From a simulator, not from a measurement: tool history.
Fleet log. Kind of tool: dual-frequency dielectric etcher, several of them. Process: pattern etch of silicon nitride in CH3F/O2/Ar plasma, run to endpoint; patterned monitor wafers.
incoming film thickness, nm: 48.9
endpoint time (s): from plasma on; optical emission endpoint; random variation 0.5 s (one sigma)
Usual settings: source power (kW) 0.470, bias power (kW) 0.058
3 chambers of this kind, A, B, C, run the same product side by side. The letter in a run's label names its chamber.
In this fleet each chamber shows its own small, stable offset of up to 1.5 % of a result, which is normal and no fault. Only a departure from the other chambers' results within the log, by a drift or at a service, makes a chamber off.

Run 1C, hour 12.0: usual settings. Result: endpoint time (s) 71.036.
Run 2A, hour 22.6: usual settings. Result: endpoint time (s) 72.317.
At hour 30.9: chamber C: wet clean of the chamber.
Run 3B, hour 34.8: usual settings. Result: endpoint time (s) 72.458.
Run 4B, hour 42.1: usual settings. Result: endpoint time (s) 72.352.
Run 5C, hour 48.1: usual settings. Result: endpoint time (s) 70.058.
Run 6A, hour 58.9: usual settings. Result: endpoint time (s) 71.366.
Run 7A, hour 71.4: usual settings. Result: endpoint time (s) 71.676.
Run 8B, hour 83.7: usual settings but bias power (kW) 0.051. Result: endpoint time (s) 75.758.
Run 9C, hour 91.1: usual settings but bias power (kW) 0.051. Result: endpoint time (s) 73.979.
Run 10C, hour 96.9: usual settings but bias power (kW) 0.051. Result: endpoint time (s) 74.389.
Run 11A, hour 103.7: usual settings. Result: endpoint time (s) 72.792.
Run 12B, hour 113.8: usual settings. Result: endpoint time (s) 72.327.
Run 13A, hour 126.0: usual settings. Result: endpoint time (s) 72.801.
Run 14C, hour 135.4: usual settings. Result: endpoint time (s) 70.935.
Run 15B, hour 145.1: usual settings. Result: endpoint time (s) 72.129.
At hour 152.2: chamber A: wet clean of the chamber.
Run 16C, hour 154.3: usual settings. Result: endpoint time (s) 72.091.
Run 17A, hour 162.2: usual settings but source power (kW) 0.580. Result: endpoint time (s) 67.664.
Run 18B, hour 172.7: usual settings but source power (kW) 0.580. Result: endpoint time (s) 66.807.
At hour 182.1: chamber A: source power generator calibrated.
Run 19C, hour 183.9: usual settings but source power (kW) 0.580. Result: endpoint time (s) 65.327.
Run 20A, hour 190.8: usual settings. Result: endpoint time (s) 72.917.
Run 21B, hour 197.3: usual settings. Result: endpoint time (s) 72.003.
Run 22C, hour 209.3: usual settings. Result: endpoint time (s) 71.071.
Run 23B, hour 220.6: usual settings. Result: endpoint time (s) 71.519.
Run 24A, hour 227.0: usual settings. Result: endpoint time (s) 72.538.
Run 25B, hour 237.3: usual settings. Result: endpoint time (s) 71.100.
Run 26A, hour 243.1: usual settings. Result: endpoint time (s) 72.206.
Run 27C, hour 252.9: usual settings but bias power (kW) 0.071. Result: endpoint time (s) 66.495.
Run 28B, hour 264.4: usual settings but bias power (kW) 0.071. Result: endpoint time (s) 67.461.
Run 29C, hour 274.3: usual settings but bias power (kW) 0.071. Result: endpoint time (s) 66.219.
Run 30A, hour 283.7: usual settings but source power (kW) 0.520, bias power (kW) 0.065. Result: endpoint time (s) 67.073.
Run 31C, hour 292.0: usual settings but source power (kW) 0.520, bias power (kW) 0.065. Result: endpoint time (s) 65.702.
Run 32B, hour 303.0: usual settings but source power (kW) 0.520, bias power (kW) 0.065. Result: endpoint time (s) 66.858.
Run 33A, hour 314.4: usual settings but source power (kW) 0.560, bias power (kW) 0.045. Result: endpoint time (s) 71.970.
Run 34A, hour 322.4: usual settings but source power (kW) 0.560, bias power (kW) 0.045. Result: endpoint time (s) 72.128.
Run 35C, hour 329.4: usual settings but source power (kW) 0.560, bias power (kW) 0.045. Result: endpoint time (s) 71.790.
Run 36B, hour 336.1: usual settings. Result: endpoint time (s) 71.991.
Run 37A, hour 345.6: usual settings but bias power (kW) 0.047. Result: endpoint time (s) 76.501.
Run 38C, hour 354.6: usual settings but bias power (kW) 0.047. Result: endpoint time (s) 76.173.
Run 39B, hour 366.2: usual settings but bias power (kW) 0.047. Result: endpoint time (s) 75.804.
Run 40C, hour 372.4: usual settings but bias power (kW) 0.045. Result: endpoint time (s) 78.025.

The same settings go to every chamber for the next run, one line per chamber below. Forecast the results for each:
Run 41A, hour 381.8: usual settings. Result: endpoint time (s) ?.
Run 41B, hour 381.8: usual settings. Result: endpoint time (s) ?.
Run 41C, hour 381.8: usual settings. Result: endpoint time (s) ?.

run  endpoint time (s)
41A             71.811
41B             70.958
41C             72.198
